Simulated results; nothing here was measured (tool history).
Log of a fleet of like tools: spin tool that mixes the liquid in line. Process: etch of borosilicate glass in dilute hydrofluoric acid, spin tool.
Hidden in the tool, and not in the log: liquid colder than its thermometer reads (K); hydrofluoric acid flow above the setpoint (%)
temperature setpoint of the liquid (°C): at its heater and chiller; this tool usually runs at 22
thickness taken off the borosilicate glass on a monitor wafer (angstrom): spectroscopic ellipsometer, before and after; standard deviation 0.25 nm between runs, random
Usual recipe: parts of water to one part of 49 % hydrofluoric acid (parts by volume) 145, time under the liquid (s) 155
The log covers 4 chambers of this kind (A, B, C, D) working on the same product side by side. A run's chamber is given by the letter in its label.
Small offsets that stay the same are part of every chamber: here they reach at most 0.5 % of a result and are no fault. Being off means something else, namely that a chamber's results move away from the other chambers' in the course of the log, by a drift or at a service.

run   hour  temperature setpoint of the liquid (°C)  parts of water to one part of 49 % hydrofluoric acid (parts by volume)  time under the liquid (s)  hours since the thermometer was replaced  hours since the hydrofluoric acid flow meter was replaced  read-back film thickness of the borosilicate glass reference wafer, read on the same gauge (nm)  thickness taken off the borosilicate glass on a monitor wafer (angstrom)
 1D    8.9                                       22                                                                     145                        155                                    1244.1                                                      256.7                                                                                           50.011                                                                    316.63
 2B   15.1                                       22                                                                     145                        155                                    2157.7                                                     1881.7                                                                                           50.012                                                                    315.21
 3A   19.9                                       22                                                                     145                        155                                    2435.5                                                      537.8                                                                                           49.991                                                                    319.44
 4C   29.9                                       22                                                                     145                        155                                     910.1                                                      588.7                                                                                           49.978                                                                    325.34
 5D   36.2                                       22                                                                     145                        155                                    1271.4                                                        284                                                                                           50.023                                                                    322.27
      39.6  -- chamber C: hydrofluoric acid flow meter replaced
 6B     44                                       22                                                                     145                        155                                    2186.6                                                     1910.6                                                                                            50.01                                                                    324.38
 7C   51.3                                       22                                                                     145                        155                                     931.5                                                       11.7                                                                                           50.017                                                                    323.14
 8A   59.6                                       22                                                                     145                        155                                    2475.2                                                      577.5                                                                                           49.982                                                                    320.81
 9C   68.7                                       22                                                                     145                        155                                     948.9                                                       29.1                                                                                           50.005                                                                    312.35
10A   78.2                                       22                                                                     145                        155                                    2493.8                                                      596.1                                                                                           49.978                                                                    322.07
11D   82.7                                       22                                                                     145                        155                                    1317.9                                                      330.5                                                                                           49.979                                                                    318.47
12B     92                                       22                                                                     145                        155                                    2234.6                                                     1958.6                                                                                           49.984                                                                     316.5
13C   96.6                                       22                                                                     145                        155                                     976.8                                                         57                                                                                            50.01                                                                    310.07
14A  106.4                                       22                                                                     145                        155                                      2522                                                      624.3                                                                                           49.994                                                                    322.65
15B    112                                       22                                                                     145                        155                                    2254.6                                                     1978.6                                                                                           50.009                                                                    313.63
16D  120.1                                       22                                                                     145                        155                                    1355.3                                                      367.9                                                                                           50.035                                                                    323.47
17B  125.7                                       22                                                                     145                        155                                    2268.3                                                     1992.3                                                                                            50.03                                                                    317.97
     133.4  -- chamber B: thermometer replaced
18A  134.7                                       20                                                                     175                        155                                    2550.3                                                      652.6                                                                                           49.992                                                                    234.57
19D  144.3                                       20                                                                     175                        155                                    1379.5                                                      392.1                                                                                           50.003                                                                    237.55
20C  149.9                                       20                                                                     175                        155                                    1030.1                                                      110.3                                                                                           50.009                                                                    225.29
21B  159.3                                       20                                                                     175                        155                                      25.9                                                     2025.9                                                                                           50.014                                                                    239.97
22C  166.8                                       24                                                                     180                        155                                      1047                                                      127.2                                                                                           49.973                                                                    256.04
     168.9  -- chamber A: thermometer replaced
23D  175.7                                       24                                                                     180                        155                                    1410.9                                                      423.5                                                                                            50.02                                                                    271.61
24A  182.7                                       24                                                                     180                        155                                      13.9                                                      700.6                                                                                           50.019                                                                    270.26
25D  188.6                                       24                                                                     180                        155                                    1423.8                                                      436.4                                                                                           50.008                                                                     267.3
26C  196.9                                       22                                                                     145                        155                                    1077.1                                                      157.3                                                                                           50.014                                                                     296.1
27B  203.8                                       22                                                                     145                        155                                      70.4                                                     2070.4                                                                                           50.007                                                                    322.28
28A  213.5                                     20.5                                                                     145                        155                                      44.7                                                      731.4                                                                                           50.018                                                                    302.71
29D  219.5                                     20.5                                                                     145                        155                                    1454.7                                                      467.3                                                                                           50.005                                                                    301.07
30B  226.8                                     20.5                                                                     145                        155                                      93.4                                                     2093.4                                                                                            49.98                                                                    304.29
31C  233.3                                     20.5                                                                     145                        155                                    1113.5                                                      193.7                                                                                           49.997                                                                    271.64

Each of the 4 chambers runs these same settings next. Fill in every chamber's results:
32A  240.7                                       22                                                                     200                        155                                                                                                                                                                                                                                                                               ?
32B  240.7                                       22                                                                     200                        155                                                                                                                                                                                                                                                                               ?
32C  240.7                                       22                                                                     200                        155                                                                                                                                                                                                                                                                               ?
32D  240.7                                       22                                                                     200                        155                                                                                                                                                                                                                                                                               ?

run  thickness taken off the borosilicate glass on a monitor wafer (angstrom)
32A                                                                    220.12
32B                                                                    220.16
32C                                                                    198.52
32D                                                                    219.59

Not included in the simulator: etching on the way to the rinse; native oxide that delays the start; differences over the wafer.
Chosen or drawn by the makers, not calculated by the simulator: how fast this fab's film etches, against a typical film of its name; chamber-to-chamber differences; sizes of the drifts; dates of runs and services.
